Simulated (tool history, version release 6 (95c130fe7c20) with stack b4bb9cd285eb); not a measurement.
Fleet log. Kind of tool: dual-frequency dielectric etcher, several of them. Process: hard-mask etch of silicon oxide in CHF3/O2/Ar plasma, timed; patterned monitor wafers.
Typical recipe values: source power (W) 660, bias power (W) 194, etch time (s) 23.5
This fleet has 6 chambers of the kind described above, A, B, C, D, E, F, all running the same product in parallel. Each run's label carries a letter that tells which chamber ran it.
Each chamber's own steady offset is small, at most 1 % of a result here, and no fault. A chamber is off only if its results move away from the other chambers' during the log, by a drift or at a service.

| run | day | source power (W) | bias power (W) | etch time (s) | read-back reference wafer on the same gauge, depth_nm | mean etch depth across the wafer (Å) |
|---|---|---|---|---|---|---|
| 1D | 0.471 | 660 | 194 | 23.5 | 54.809 | 492.38 |
| 2A | 0.7 | 660 | 194 | 23.5 | 54.807 | 493.48 |
| 3C | 1.179 | 660 | 194 | 23.5 | 54.824 | 490.94 |
| 4F | 1.567 | 660 | 194 | 23.5 | 54.834 | 495.12 |
| 5B | 1.938 | 780 | 223 | 23.5 | 54.846 | 555.74 |
| 6E | 2.192 | 780 | 223 | 23.5 | 54.85 | 555.8 |
| 7F | 2.546 | 780 | 223 | 23.5 | 54.855 | 555.15 |
| 8B | 2.817 | 780 | 223 | 23.5 | 54.837 | 557.3 |
| 9A | 3.029 | 780 | 223 | 23.5 | 54.866 | 551.22 |
| 10D | 3.446 | 780 | 223 | 23.5 | 54.858 | 551.54 |
|  | 3.546 | chamber D: wet clean of the chamber |
| 11C | 3.671 | 660 | 194 | 23.5 | 54.886 | 492.24 |
|  | 3.85 | chamber B: bias power generator calibrated |
| 12E | 4.142 | 660 | 194 | 23.5 | 54.876 | 497.72 |
| 13B | 4.417 | 660 | 194 | 23.5 | 54.887 | 498.81 |
| 14E | 4.775 | 660 | 194 | 18.5 | 54.907 | 391.86 |
| 15A | 5.058 | 660 | 194 | 18.5 | 54.906 | 389.81 |
| 16D | 5.492 | 660 | 194 | 18.5 | 54.898 | 388.79 |
| 17F | 5.954 | 660 | 194 | 18.5 | 54.904 | 390.91 |
| 18C | 6.392 | 660 | 194 | 18.5 | 54.898 | 387.51 |
| 19C | 6.683 | 660 | 194 | 18.5 | 54.93 | 387.97 |
| 20D | 6.904 | 590 | 194 | 27 | 54.923 | 543.24 |
| 21A | 7.375 | 590 | 194 | 27 | 54.952 | 543.42 |
|  | 7.654 | chamber F: wet clean of the chamber |
| 22F | 7.679 | 590 | 194 | 27 | 54.943 | 547.38 |
| 23E | 8.054 | 590 | 194 | 27 | 54.949 | 549.08 |
| 24B | 8.392 | 590 | 194 | 27 | 54.973 | 549.37 |
| 25C | 8.758 | 590 | 194 | 27 | 54.954 | 543.23 |
| 26B | 9.104 | 660 | 194 | 23.5 | 54.987 | 499.16 |
| 27D | 9.354 | 660 | 194 | 23.5 | 54.979 | 494.56 |
| 28E | 9.608 | 660 | 194 | 23.5 | 55.007 | 498.95 |
| 29F | 9.858 | 660 | 194 | 23.5 | 55.005 | 496.9 |
|  | 10.025 | chamber E: wet clean of the chamber |
| 30A | 10.129 | 530 | 209 | 23.5 | 55.004 | 467.51 |
| 31B | 10.408 | 530 | 209 | 23.5 | 55.018 | 471.19 |
| 32A | 10.696 | 530 | 209 | 23.5 | 55.006 | 467.48 |
| 33C | 11.025 | 530 | 209 | 23.5 | 55.032 | 465.99 |
| 34D | 11.438 | 530 | 209 | 23.5 | 55.036 | 466.88 |
| 35F | 11.742 | 530 | 209 | 23.5 | 55.037 | 469.25 |
| 36E | 12.112 | 660 | 194 | 23.5 | 55.042 | 499.45 |
| 37C | 12.546 | 660 | 194 | 23.5 | 55.042 | 493.9 |
| 38A | 13.029 | 660 | 194 | 23.5 | 55.077 | 495.32 |

The same settings go to every chamber for the next run, one line per chamber below. Forecast the results for each:
| 39A | 13.383 | 660 | 229 | 23.5 |  | ? |
| 39B | 13.383 | 660 | 229 | 23.5 |  | ? |
| 39C | 13.383 | 660 | 229 | 23.5 |  | ? |
| 39D | 13.383 | 660 | 229 | 23.5 |  | ? |
| 39E | 13.383 | 660 | 229 | 23.5 |  | ? |
| 39F | 13.383 | 660 | 229 | 23.5 |  | ? |

| run | mean etch depth across the wafer (Å) |
|---|---|
| 39A | 523.37 |
| 39B | 529.41 |
| 39C | 523.97 |
| 39D | 523.78 |
| 39E | 527.83 |
| 39F | 528.73 |

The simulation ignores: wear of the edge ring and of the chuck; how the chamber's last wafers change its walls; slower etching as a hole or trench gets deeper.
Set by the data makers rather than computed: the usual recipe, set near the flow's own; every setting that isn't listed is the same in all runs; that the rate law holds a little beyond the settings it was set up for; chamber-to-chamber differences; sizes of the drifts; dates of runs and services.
